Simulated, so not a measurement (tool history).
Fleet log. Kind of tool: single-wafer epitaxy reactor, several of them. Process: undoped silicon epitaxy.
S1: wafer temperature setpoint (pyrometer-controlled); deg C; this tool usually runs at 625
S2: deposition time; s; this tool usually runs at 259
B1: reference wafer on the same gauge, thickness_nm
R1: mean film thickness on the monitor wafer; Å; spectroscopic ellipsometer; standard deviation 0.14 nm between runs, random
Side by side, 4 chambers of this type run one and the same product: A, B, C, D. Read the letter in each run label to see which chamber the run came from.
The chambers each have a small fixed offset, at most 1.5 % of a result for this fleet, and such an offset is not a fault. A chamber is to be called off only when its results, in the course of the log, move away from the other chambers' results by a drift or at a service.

{"run": "1C", "hour": 6.3, "S1": 625, "S2": 259, "B1": 21.388, "R1": 245.39}
{"run": "2A", "hour": 11.7, "S1": 625, "S2": 259, "B1": 21.445, "R1": 250.26}
{"run": "3B", "hour": 16.7, "S1": 625, "S2": 259, "B1": 21.394, "R1": 243.66}
{"run": "4D", "hour": 21.6, "S1": 625, "S2": 259, "B1": 21.383, "R1": 249.72}
{"run": "5A", "hour": 26.0, "S1": 625, "S2": 259, "B1": 21.413, "R1": 249.2}
{"run": "6C", "hour": 29.7, "S1": 625, "S2": 259, "B1": 21.409, "R1": 244.16}
{"run": "7B", "hour": 34.9, "S1": 625, "S2": 259, "B1": 21.423, "R1": 244.78}
{"hour": 37.7, "done": "chamber B: pyrometer calibrated"}
{"run": "8D", "hour": 37.8, "S1": 639, "S2": 234, "B1": 21.391, "R1": 309}
{"run": "9A", "hour": 40.7, "S1": 639, "S2": 234, "B1": 21.412, "R1": 306.07}
{"run": "10D", "hour": 45.2, "S1": 639, "S2": 234, "B1": 21.394, "R1": 305.83}
{"run": "11C", "hour": 49.5, "S1": 639, "S2": 234, "B1": 21.381, "R1": 302.26}
{"run": "12B", "hour": 54.9, "S1": 625, "S2": 259, "B1": 21.409, "R1": 226.97}
{"run": "13B", "hour": 59.3, "S1": 625, "S2": 259, "B1": 21.369, "R1": 227.26}
{"run": "14A", "hour": 64.5, "S1": 625, "S2": 259, "B1": 21.423, "R1": 250.2}
{"run": "15C", "hour": 69.9, "S1": 625, "S2": 259, "B1": 21.407, "R1": 244.87}
{"run": "16D", "hour": 75.6, "S1": 625, "S2": 259, "B1": 21.4, "R1": 246.59}
{"run": "17D", "hour": 79.6, "S1": 625, "S2": 259, "B1": 21.45, "R1": 248.32}
{"run": "18B", "hour": 83.7, "S1": 625, "S2": 259, "B1": 21.407, "R1": 227.35}
{"run": "19C", "hour": 89.2, "S1": 614, "S2": 227, "B1": 21.393, "R1": 166.75}
{"run": "20A", "hour": 95.6, "S1": 614, "S2": 227, "B1": 21.425, "R1": 168.41}
{"run": "21A", "hour": 100.3, "S1": 614, "S2": 227, "B1": 21.409, "R1": 168.93}
{"run": "22B", "hour": 104.1, "S1": 614, "S2": 227, "B1": 21.396, "R1": 154.44}
{"run": "23C", "hour": 107.8, "S1": 625, "S2": 259, "B1": 21.408, "R1": 245.4}
{"run": "24D", "hour": 113.8, "S1": 625, "S2": 259, "B1": 21.4, "R1": 247.63}
{"run": "25D", "hour": 117.3, "S1": 625, "S2": 259, "B1": 21.384, "R1": 249.52}

Does one chamber stand apart from the rest, does the shared gauge drift, or is all well apart from small per-chamber offsets? Give the chamber and the most likely cause, where there is one.

Chamber B has stood off from the others ever since a service on it.
Cause: wafer temperature below the value expected at the setpoint (K) = 3.14.

Here are 4 candidates for chamber B's next run, each the usual settings with a change, their results left as question marks. Which one brings its results back in line with what the others give on the usual settings?
In line means no further than this from the other chambers' mean on the usual settings: R1 4.9 Å
{"run": "26B-1", "hour": 121.9, "S1": 629, "S2": 267, "R1": "?"}
{"run": "26B-2", "hour": 121.9, "S1": 625, "S2": 228, "R1": "?"}
{"run": "26B-3", "hour": 121.9, "S1": 625, "S2": 280, "R1": "?"}
{"run": "26B-4", "hour": 121.9, "S1": 625, "S2": 238, "R1": "?"}

Mean of the other chambers on the usual settings: R1 247.09 Å
run=26B-1 R1=256.8
run=26B-2 R1=199.68
run=26B-3 R1=245.22
run=26B-4 R1=208.44
With 26B-3, the chamber falls back in line with the rest.
